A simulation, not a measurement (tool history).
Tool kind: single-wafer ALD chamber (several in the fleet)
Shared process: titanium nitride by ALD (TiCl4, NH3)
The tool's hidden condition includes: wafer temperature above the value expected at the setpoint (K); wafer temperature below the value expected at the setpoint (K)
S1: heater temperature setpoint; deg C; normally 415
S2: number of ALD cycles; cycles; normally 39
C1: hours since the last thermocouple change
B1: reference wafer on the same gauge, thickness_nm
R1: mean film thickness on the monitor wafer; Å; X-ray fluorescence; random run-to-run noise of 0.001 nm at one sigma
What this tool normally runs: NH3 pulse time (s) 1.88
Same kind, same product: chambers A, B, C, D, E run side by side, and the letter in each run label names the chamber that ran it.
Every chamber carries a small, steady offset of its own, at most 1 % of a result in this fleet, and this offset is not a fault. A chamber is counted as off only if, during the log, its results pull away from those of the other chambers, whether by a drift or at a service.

{"run": "1D", "hour": 5.2, "S1": 415, "S2": 39, "NH3 pulse time (s)": 1.88, "C1": 1682.1, "B1": 0.78211, "R1": 8.6745}
{"run": "2A", "hour": 10.4, "S1": 415, "S2": 39, "NH3 pulse time (s)": 1.88, "C1": 1371.4, "B1": 0.78217, "R1": 8.6469}
{"run": "3E", "hour": 13.4, "S1": 415, "S2": 39, "NH3 pulse time (s)": 1.88, "C1": 2619.7, "B1": 0.78235, "R1": 8.698}
{"run": "4B", "hour": 18.0, "S1": 415, "S2": 39, "NH3 pulse time (s)": 1.88, "C1": 218.8, "B1": 0.78221, "R1": 8.6717}
{"run": "5C", "hour": 22.9, "S1": 415, "S2": 46, "NH3 pulse time (s)": 2.56, "C1": 155.5, "B1": 0.78257, "R1": 10.318}
{"run": "6C", "hour": 27.5, "S1": 415, "S2": 46, "NH3 pulse time (s)": 2.56, "C1": 160.1, "B1": 0.7827, "R1": 10.351}
{"run": "7B", "hour": 31.7, "S1": 415, "S2": 46, "NH3 pulse time (s)": 2.56, "C1": 232.5, "B1": 0.78279, "R1": 10.311}
{"run": "8A", "hour": 35.8, "S1": 415, "S2": 46, "NH3 pulse time (s)": 2.56, "C1": 1396.8, "B1": 0.78266, "R1": 10.269}
{"run": "9D", "hour": 41.2, "S1": 415, "S2": 46, "NH3 pulse time (s)": 2.56, "C1": 1718.1, "B1": 0.78328, "R1": 10.33}
{"run": "10E", "hour": 43.8, "S1": 415, "S2": 39, "NH3 pulse time (s)": 1.88, "C1": 2650.1, "B1": 0.78291, "R1": 8.7249}
{"run": "11B", "hour": 48.7, "S1": 415, "S2": 39, "NH3 pulse time (s)": 1.88, "C1": 249.5, "B1": 0.78308, "R1": 8.6843}
{"run": "12D", "hour": 53.4, "S1": 415, "S2": 39, "NH3 pulse time (s)": 1.88, "C1": 1730.3, "B1": 0.78327, "R1": 8.6797}
{"run": "13C", "hour": 59.0, "S1": 420, "S2": 34, "NH3 pulse time (s)": 1.88, "C1": 191.6, "B1": 0.78366, "R1": 7.5802}
{"run": "14E", "hour": 63.5, "S1": 420, "S2": 34, "NH3 pulse time (s)": 1.88, "C1": 2669.8, "B1": 0.78347, "R1": 7.6205}
{"run": "15A", "hour": 68.0, "S1": 420, "S2": 34, "NH3 pulse time (s)": 1.88, "C1": 1429, "B1": 0.7834, "R1": 7.5644}
{"run": "16D", "hour": 72.2, "S1": 420, "S2": 34, "NH3 pulse time (s)": 1.88, "C1": 1749.1, "B1": 0.7837, "R1": 7.5678}
{"run": "17A", "hour": 75.1, "S1": 420, "S2": 34, "NH3 pulse time (s)": 1.88, "C1": 1436.1, "B1": 0.78377, "R1": 7.566}
{"run": "18C", "hour": 79.8, "S1": 415, "S2": 39, "NH3 pulse time (s)": 1.88, "C1": 212.4, "B1": 0.78422, "R1": 8.6977}
{"run": "19B", "hour": 85.1, "S1": 415, "S2": 39, "NH3 pulse time (s)": 1.88, "C1": 285.9, "B1": 0.78429, "R1": 8.676}
{"run": "20E", "hour": 89.4, "S1": 415, "S2": 39, "NH3 pulse time (s)": 1.88, "C1": 2695.7, "B1": 0.78413, "R1": 8.7425}
{"run": "21A", "hour": 94.4, "S1": 415, "S2": 39, "NH3 pulse time (s)": 1.88, "C1": 1455.4, "B1": 0.78407, "R1": 8.6649}
{"run": "22E", "hour": 98.7, "S1": 415, "S2": 39, "NH3 pulse time (s)": 1.88, "C1": 2705, "B1": 0.78428, "R1": 8.7394}
{"run": "23C", "hour": 101.7, "S1": 415, "S2": 39, "NH3 pulse time (s)": 1.88, "C1": 234.3, "B1": 0.7846, "R1": 8.7168}
{"run": "24B", "hour": 106.8, "S1": 415, "S2": 39, "NH3 pulse time (s)": 1.88, "C1": 307.6, "B1": 0.78442, "R1": 8.6843}
{"run": "25D", "hour": 110.0, "S1": 415, "S2": 39, "NH3 pulse time (s)": 1.88, "C1": 1786.9, "B1": 0.78486, "R1": 8.6893}
{"run": "26C", "hour": 114.2, "S1": 415, "S2": 39, "NH3 pulse time (s)": 1.88, "C1": 246.8, "B1": 0.78453, "R1": 8.7094}
{"run": "27E", "hour": 117.8, "S1": 415, "S2": 39, "NH3 pulse time (s)": 1.88, "C1": 2724.1, "B1": 0.78489, "R1": 8.751}
{"run": "28D", "hour": 123.4, "S1": 415, "S2": 39, "NH3 pulse time (s)": 1.88, "C1": 1800.3, "B1": 0.78486, "R1": 8.6813}
{"run": "29A", "hour": 128.7, "S1": 415, "S2": 39, "NH3 pulse time (s)": 1.88, "C1": 1489.7, "B1": 0.78516, "R1": 8.6849}
{"run": "30B", "hour": 133.8, "S1": 415, "S2": 39, "NH3 pulse time (s)": 1.88, "C1": 334.6, "B1": 0.78509, "R1": 8.6861}
{"run": "31C", "hour": 136.3, "S1": 415, "S2": 39, "NH3 pulse time (s)": 1.88, "C1": 268.9, "B1": 0.78506, "R1": 8.7212}
{"run": "32E", "hour": 141.3, "S1": 415, "S2": 39, "NH3 pulse time (s)": 1.88, "C1": 2747.6, "B1": 0.78553, "R1": 8.7554}
{"run": "33D", "hour": 146.0, "S1": 408, "S2": 39, "NH3 pulse time (s)": 1.88, "C1": 1822.9, "B1": 0.7857, "R1": 8.6788}
{"run": "34A", "hour": 149.4, "S1": 408, "S2": 39, "NH3 pulse time (s)": 1.88, "C1": 1510.4, "B1": 0.78549, "R1": 8.6547}
{"run": "35B", "hour": 153.3, "S1": 408, "S2": 39, "NH3 pulse time (s)": 1.88, "C1": 354.1, "B1": 0.78557, "R1": 8.6682}

All 5 chambers run these settings next. Forecast each chamber's results:
{"run": "36A", "hour": 157.3, "S1": 415, "S2": 39, "NH3 pulse time (s)": 1.88, "R1": "?"}
{"run": "36B", "hour": 157.3, "S1": 415, "S2": 39, "NH3 pulse time (s)": 1.88, "R1": "?"}
{"run": "36C", "hour": 157.3, "S1": 415, "S2": 39, "NH3 pulse time (s)": 1.88, "R1": "?"}
{"run": "36D", "hour": 157.3, "S1": 415, "S2": 39, "NH3 pulse time (s)": 1.88, "R1": "?"}
{"run": "36E", "hour": 157.3, "S1": 415, "S2": 39, "NH3 pulse time (s)": 1.88, "R1": "?"}

run=36A R1=8.6747
run=36B R1=8.7036
run=36C R1=8.7479
run=36D R1=8.6889
run=36E R1=8.7372
